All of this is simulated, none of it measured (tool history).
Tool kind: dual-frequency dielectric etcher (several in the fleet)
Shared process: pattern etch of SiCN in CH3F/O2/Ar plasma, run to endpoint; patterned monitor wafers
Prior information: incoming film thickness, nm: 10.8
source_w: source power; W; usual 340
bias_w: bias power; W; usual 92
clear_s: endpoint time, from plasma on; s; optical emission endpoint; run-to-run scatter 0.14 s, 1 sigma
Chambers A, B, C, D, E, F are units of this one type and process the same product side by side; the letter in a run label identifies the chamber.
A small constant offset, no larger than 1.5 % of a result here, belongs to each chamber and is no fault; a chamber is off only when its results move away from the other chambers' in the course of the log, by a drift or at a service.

| run | hour | source_w | bias_w | clear_s |
|---|---|---|---|---|
| 1E | 11.4 | 340 | 92 | 27.850 |
| 2B | 23.8 | 340 | 92 | 28.266 |
| 3D | 34.4 | 340 | 92 | 28.137 |
| 4F | 40.1 | 340 | 92 | 27.892 |
| 5C | 47.1 | 340 | 92 | 27.649 |
|  | 50.2 | chamber D: wet clean of the chamber |
| 6A | 53.6 | 340 | 92 | 28.082 |
|  | 58.3 | chamber F: wet clean of the chamber |
| 7F | 64.2 | 340 | 92 | 28.068 |
| 8A | 76.2 | 340 | 92 | 27.942 |
| 9E | 83.7 | 340 | 92 | 27.935 |
| 10B | 94.1 | 340 | 92 | 27.978 |
| 11D | 105.0 | 340 | 92 | 28.014 |
| 12C | 114.7 | 340 | 92 | 27.884 |
| 13E | 121.7 | 340 | 92 | 27.598 |
| 14F | 130.9 | 340 | 92 | 27.849 |
| 15A | 137.1 | 340 | 92 | 27.762 |
| 16C | 145.4 | 340 | 92 | 27.598 |
| 17D | 156.6 | 280 | 70 | 33.517 |
| 18B | 167.0 | 280 | 70 | 33.125 |
| 19F | 173.8 | 280 | 70 | 33.009 |
| 20B | 185.6 | 280 | 70 | 33.611 |
|  | 191.6 | chamber B: wet clean of the chamber |
| 21C | 193.8 | 280 | 70 | 33.116 |
| 22A | 204.9 | 280 | 70 | 33.410 |
| 23D | 212.8 | 340 | 92 | 28.034 |
| 24E | 220.5 | 340 | 92 | 27.394 |
| 25E | 230.6 | 340 | 92 | 27.113 |
| 26A | 237.0 | 340 | 92 | 28.076 |
| 27C | 246.8 | 340 | 92 | 28.012 |
| 28F | 253.1 | 340 | 92 | 27.647 |
| 29B | 264.9 | 340 | 92 | 27.919 |
| 30D | 273.7 | 340 | 92 | 28.029 |
| 31E | 282.8 | 340 | 92 | 26.962 |
| 32D | 291.0 | 340 | 92 | 27.858 |
| 33A | 297.0 | 340 | 92 | 28.165 |
| 34C | 309.0 | 340 | 92 | 27.505 |
| 35B | 316.0 | 280 | 92 | 29.966 |
| 36F | 326.6 | 280 | 92 | 30.121 |
| 37A | 339.6 | 280 | 92 | 30.294 |

Is one chamber out of step, is the gauge drifting, or do the chambers differ by no more than their own small offsets? For an off chamber, give its letter and the likeliest cause.

Little by little, chamber E moves away from the other chambers.
Most likely cause: etch rate over this chamber's usual, % = 4.19.

Below are 4 candidate recipes for chamber E's next run, each the usual settings with a change, their results shown as question marks. Which of them brings E's results back in line with what the other chambers give on the usual settings?
Allowed miss from the other chambers' usual-settings mean, per result, to count as in line: clear_s 0.490 s
| 38E-1 | 349.0 | 340 | 75 | ? |
| 38E-2 | 349.0 | 340 | 111 | ? |
| 38E-3 | 349.0 | 380 | 92 | ? |
| 38E-4 | 349.0 | 300 | 92 | ? |

Mean of the other chambers on the usual settings: clear_s 27.969 s
| run | clear_s |
|---|---|
| 38E-1 | 28.762 |
| 38E-2 | 24.784 |
| 38E-3 | 25.579 |
| 38E-4 | 27.898 |
It is 38E-4 that realigns the chamber with its peers.
